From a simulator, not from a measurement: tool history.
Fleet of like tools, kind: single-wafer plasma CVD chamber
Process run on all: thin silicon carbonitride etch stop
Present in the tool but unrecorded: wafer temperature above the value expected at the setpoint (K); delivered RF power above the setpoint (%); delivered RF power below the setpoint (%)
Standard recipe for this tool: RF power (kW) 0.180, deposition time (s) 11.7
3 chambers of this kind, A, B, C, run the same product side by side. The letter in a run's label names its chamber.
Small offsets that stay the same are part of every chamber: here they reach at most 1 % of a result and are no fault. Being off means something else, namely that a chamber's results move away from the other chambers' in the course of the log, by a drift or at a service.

run   hour  RF power (kW)  deposition time (s)  hours since the last thermocouple change  hours since the last RF generator calibration  read-back reference wafer on the same gauge, thickness_nm  mean film thickness on the monitor wafer (Å)
 1A    2.9          0.180                 11.7                                     533.3                                          519.0                                                     5.8701                                        64.414
 2B    7.9          0.180                 11.7                                     336.9                                         2540.0                                                     5.8783                                        64.396
 3C   11.4          0.180                 11.7                                     703.7                                         2564.3                                                     5.8653                                        64.976
 4C   16.2          0.180                 11.7                                     708.5                                         2569.1                                                     5.8647                                        65.137
 5A   19.0          0.180                 11.7                                     549.4                                          535.1                                                     5.8753                                        63.884
 6B   22.5          0.180                 11.7                                     351.5                                         2554.6                                                     5.8677                                        64.576
 7C   26.0          0.180                 11.7                                     718.3                                         2578.9                                                     5.8650                                        64.354
 8B   29.1          0.180                 11.7                                     358.1                                         2561.2                                                     5.8664                                        64.782
 9A   32.4          0.180                 11.7                                     562.8                                          548.5                                                     5.8678                                        64.269
10C   35.1          0.180                 11.7                                     727.4                                         2588.0                                                     5.8698                                        64.481
11B   39.3          0.180                 11.7                                     368.3                                         2571.4                                                     5.8647                                        64.525
12A   43.3          0.180                 11.7                                     573.7                                          559.4                                                     5.8640                                        63.709
13B   47.4          0.180                 11.7                                     376.4                                         2579.5                                                     5.8663                                        64.382
14C   52.5          0.180                 11.7                                     744.8                                         2605.4                                                     5.8641                                        64.252
15A   55.7          0.180                 11.7                                     586.1                                          571.8                                                     5.8683                                        63.857
16C   59.9          0.180                 11.7                                     752.2                                         2612.8                                                     5.8679                                        64.462
17A   64.5          0.215                  9.7                                     594.9                                          580.6                                                     5.8712                                        55.821
18B   68.6          0.215                  9.7                                     397.6                                         2600.7                                                     5.8658                                        56.728
19C   72.3          0.215                  9.7                                     764.6                                         2625.2                                                     5.8729                                        56.221
20A   76.3          0.180                 11.7                                     606.7                                          592.4                                                     5.8709                                        64.039
21B   79.3          0.180                 11.7                                     408.3                                         2611.4                                                     5.8667                                        64.771
22A   83.7          0.200                 12.4                                     614.1                                          599.8                                                     5.8714                                        70.371
23B   88.8          0.200                 12.4                                     417.8                                         2620.9                                                     5.8745                                        70.486
24C   92.5          0.200                 12.4                                     784.8                                         2645.4                                                     5.8756                                        70.842
25A   97.1          0.180                 11.7                                     627.5                                          613.2                                                     5.8651                                        64.092
26B  101.4          0.180                 11.7                                     430.4                                         2633.5                                                     5.8679                                        65.035
27C  105.2          0.180                 11.7                                     797.5                                         2658.1                                                     5.8659                                        64.295
28B  108.2          0.180                 11.7                                     437.2                                         2640.3                                                     5.8709                                        64.497
29A  112.0          0.180                 11.7                                     642.4                                          628.1                                                     5.8683                                        64.244
30C  116.3          0.180                 11.7                                     808.6                                         2669.2                                                     5.8646                                        64.758
31C  121.5          0.180                 11.7                                     813.8                                         2674.4                                                     5.8718                                        64.627
32B  124.8          0.150                 10.7                                     453.8                                         2656.9                                                     5.8635                                        56.006
33A  127.9          0.150                 10.7                                     658.3                                          644.0                                                     5.8706                                        55.812
34C  132.2          0.150                 10.7                                     824.5                                         2685.1                                                     5.8665                                        56.018
35B  134.6          0.180                 11.7                                     463.6                                         2666.7                                                     5.8650                                        64.530
36A  138.1          0.180                 11.7                                     668.5                                          654.2                                                     5.8802                                        64.143
37B  140.4          0.180                 11.7                                     469.4                                         2672.5                                                     5.8739                                        64.400
38A  143.6          0.180                 11.7                                     674.0                                          659.7                                                     5.8668                                        63.983
39C  147.5          0.155                 10.6                                     839.8                                         2700.4                                                     5.8713                                        56.095
     148.5  -- chamber C: RF generator calibrated
40B  149.8          0.155                 10.6                                     478.8                                         2681.9                                                     5.8722                                        55.717
41C  152.7          0.155                 10.6                                     845.0                                            4.3                                                     5.8658                                        55.881
42A  157.5          0.210                 11.0                                     687.9                                          673.6                                                     5.8694                                        63.322
43C  161.9          0.210                 11.0                                     854.2                                           13.5                                                     5.8668                                        63.414
44B  167.0          0.210                 11.0                                     496.0                                         2699.1                                                     5.8708                                        63.467

Does one chamber stand apart from the rest, does the shared gauge drift, or is all well apart from small per-chamber offsets? Give the chamber and the most likely cause, where there is one.

No chamber is off and the gauge is stable; the differences are just each chamber's small, constant offset.

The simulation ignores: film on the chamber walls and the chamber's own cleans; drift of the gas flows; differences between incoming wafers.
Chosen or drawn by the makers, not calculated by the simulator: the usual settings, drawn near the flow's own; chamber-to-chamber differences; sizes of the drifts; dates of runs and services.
